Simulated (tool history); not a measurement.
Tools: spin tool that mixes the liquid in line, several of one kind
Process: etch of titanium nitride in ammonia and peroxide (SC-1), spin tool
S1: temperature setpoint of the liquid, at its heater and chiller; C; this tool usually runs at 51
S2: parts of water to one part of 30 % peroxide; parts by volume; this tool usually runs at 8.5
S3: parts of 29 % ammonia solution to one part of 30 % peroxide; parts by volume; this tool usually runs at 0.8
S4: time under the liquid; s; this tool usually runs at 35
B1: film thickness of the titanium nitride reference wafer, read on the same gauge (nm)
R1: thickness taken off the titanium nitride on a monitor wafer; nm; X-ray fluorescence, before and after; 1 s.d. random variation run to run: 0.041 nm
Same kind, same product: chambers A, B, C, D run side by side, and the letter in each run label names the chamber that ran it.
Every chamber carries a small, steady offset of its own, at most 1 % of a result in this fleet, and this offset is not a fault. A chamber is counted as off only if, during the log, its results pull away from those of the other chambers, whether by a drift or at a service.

run,hour,S1,S2,S3,S4,B1,R1
1B,3.3,51,8.5,0.8,35,80.008,4.7382
2D,9.7,51,8.5,0.8,35,79.986,4.8100
3A,14.5,51,8.5,0.8,35,79.967,4.8202
4C,18.3,51,8.5,0.8,35,80.014,4.7446
# hour 24.1: chamber C: new drum of ammonia solution connected
5C,25.7,51,8.5,0.8,35,79.972,4.7466
6A,29.9,51,6.5,0.8,15,79.981,2.3438
7D,33.3,51,6.5,0.8,15,79.968,2.3385
8B,37.5,51,6.5,0.8,15,79.993,2.3029
9A,40.9,51,6.5,0.8,15,79.997,2.3129
10B,47.7,51,8.5,0.8,35,80.029,4.7296
11C,52.1,51,8.5,0.8,35,80.014,4.7781
12D,57.6,51,8.5,0.8,35,79.986,4.7269
13D,64.3,51,8.5,0.8,35,80.003,4.7569
14A,70.0,51,8.5,0.8,35,79.992,4.6995
15C,73.8,51,8.5,0.8,35,79.967,4.7576
16B,79.4,51,8.5,1.2,25,80.001,3.5551
17D,84.0,51,8.5,1.2,25,79.960,3.7005
# hour 84.6: chamber D: new drum of ammonia solution connected
18B,90.4,51,8.5,1.2,25,80.001,3.6132
# hour 91.9: chamber A: thermometer replaced
19C,96.8,51,8.5,1.2,25,79.973,3.6200
20A,100.5,51,8.5,0.8,35,79.967,4.7605
21B,106.5,51,8.5,0.8,35,79.992,4.8310
22C,111.7,51,8.5,0.8,35,79.983,4.7129
23D,119.1,51,8.5,0.8,35,79.966,4.7393
24A,122.8,51,8.5,0.8,35,80.013,4.7558
# hour 126.8: chamber B: ammonia flow meter replaced
25C,128.6,51,8.5,0.8,35,80.021,4.7691
26B,135.6,51,8.5,0.8,35,79.992,4.9992
27A,139.7,51,8.5,0.8,35,80.001,4.7384
28D,146.0,43,8.5,0.8,45,80.004,3.5369
29D,150.8,43,8.5,0.8,45,79.984,3.5168
30B,156.7,43,8.5,0.8,45,79.997,3.7976
31A,160.2,43,8.5,0.8,45,80.012,3.4294
32C,166.0,51,8.5,0.8,35,79.986,4.7447
33D,169.3,51,8.5,0.8,35,80.017,4.7789
34C,174.3,51,8.5,0.8,35,79.990,4.7243

Next, every chamber runs the same settings. What will each give?
35A,179.7,51,8.5,0.8,35,,?
35B,179.7,51,8.5,0.8,35,,?
35C,179.7,51,8.5,0.8,35,,?
35D,179.7,51,8.5,0.8,35,,?

run,R1
35A,4.8072
35B,5.2486
35C,4.7394
35D,4.8074
